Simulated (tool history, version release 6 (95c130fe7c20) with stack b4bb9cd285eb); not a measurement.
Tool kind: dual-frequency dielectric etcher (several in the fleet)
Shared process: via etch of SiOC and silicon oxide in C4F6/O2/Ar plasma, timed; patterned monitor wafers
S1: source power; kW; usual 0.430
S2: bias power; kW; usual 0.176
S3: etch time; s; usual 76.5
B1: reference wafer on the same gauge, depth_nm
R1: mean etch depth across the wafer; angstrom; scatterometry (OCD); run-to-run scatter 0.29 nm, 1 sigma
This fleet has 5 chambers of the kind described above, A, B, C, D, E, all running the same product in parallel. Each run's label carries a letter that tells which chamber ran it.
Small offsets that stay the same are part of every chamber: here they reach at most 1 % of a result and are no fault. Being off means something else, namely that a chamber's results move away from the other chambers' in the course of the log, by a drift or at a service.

run   hour     S1     S2    S3      B1       R1
 1C    5.2  0.430  0.176  76.5  71.598   884.20
 2D   11.8  0.430  0.176  76.5  71.616   876.68
 3A   18.6  0.430  0.176  76.5  71.563   877.52
      24.1  -- chamber E: wet clean of the chamber
 4E   24.8  0.430  0.176  76.5  71.566   877.87
 5B   28.7  0.510  0.176  76.5  71.607   940.39
 6C   35.7  0.510  0.176  76.5  71.583   943.44
 7A   41.8  0.510  0.176  76.5  71.604   935.02
 8D   48.3  0.510  0.176  76.5  71.563   934.16
 9E   55.4  0.510  0.176  76.5  71.606   937.57
10B   61.6  0.430  0.176  76.5  71.595   886.52
      65.6  -- chamber E: source power generator calibrated
11A   66.5  0.430  0.176  76.5  71.565   871.94
12C   71.3  0.430  0.176  76.5  71.624   878.24
13D   76.8  0.500  0.176  95.0  71.614  1156.50
14B   82.6  0.500  0.176  95.0  71.643  1163.00
15E   86.3  0.500  0.176  95.0  71.614  1158.80
16D   93.0  0.500  0.176  95.0  71.607  1155.30
17E   97.1  0.500  0.176  95.0  71.546  1151.70
18B  100.3  0.430  0.176  76.5  71.676   882.84
19C  105.3  0.430  0.176  76.5  71.530   875.12
     109.0  -- chamber A: wet clean of the chamber
20A  110.6  0.430  0.176  76.5  71.553   873.51
21E  115.9  0.430  0.176  76.5  71.610   881.15
22C  120.1  0.530  0.176  62.0  71.569   776.32
23D  126.4  0.530  0.176  62.0  71.680   776.65
24B  130.7  0.530  0.176  62.0  71.569   773.16
25A  136.3  0.530  0.176  62.0  71.573   764.60
26B  140.3  0.530  0.176  62.0  71.620   778.35
27D  144.5  0.430  0.176  76.5  71.644   880.63
28A  151.0  0.430  0.176  76.5  71.645   873.87
     152.3  -- chamber B: bias power generator calibrated
29E  155.8  0.430  0.176  76.5  71.678   871.93
30C  160.9  0.430  0.176  76.5  71.573   875.84
31E  167.8  0.430  0.176  76.5  71.567   878.57
32B  174.5  0.430  0.176  76.5  71.651   879.44
33D  181.4  0.430  0.176  90.5  71.582  1042.60
     185.3  -- chamber C: wet clean of the chamber
34C  186.8  0.430  0.176  90.5  71.584  1044.10

All chambers now run identical settings, listed one chamber a line with results as question marks. What results will each chamber show?
35A  192.0  0.430  0.176  76.5       ?
35B  192.0  0.430  0.176  76.5       ?
35C  192.0  0.430  0.176  76.5       ?
35D  192.0  0.430  0.176  76.5       ?
35E  192.0  0.430  0.176  76.5       ?

run      R1
35A  873.40
35B  886.40
35C  879.71
35D  875.30
35E  873.12

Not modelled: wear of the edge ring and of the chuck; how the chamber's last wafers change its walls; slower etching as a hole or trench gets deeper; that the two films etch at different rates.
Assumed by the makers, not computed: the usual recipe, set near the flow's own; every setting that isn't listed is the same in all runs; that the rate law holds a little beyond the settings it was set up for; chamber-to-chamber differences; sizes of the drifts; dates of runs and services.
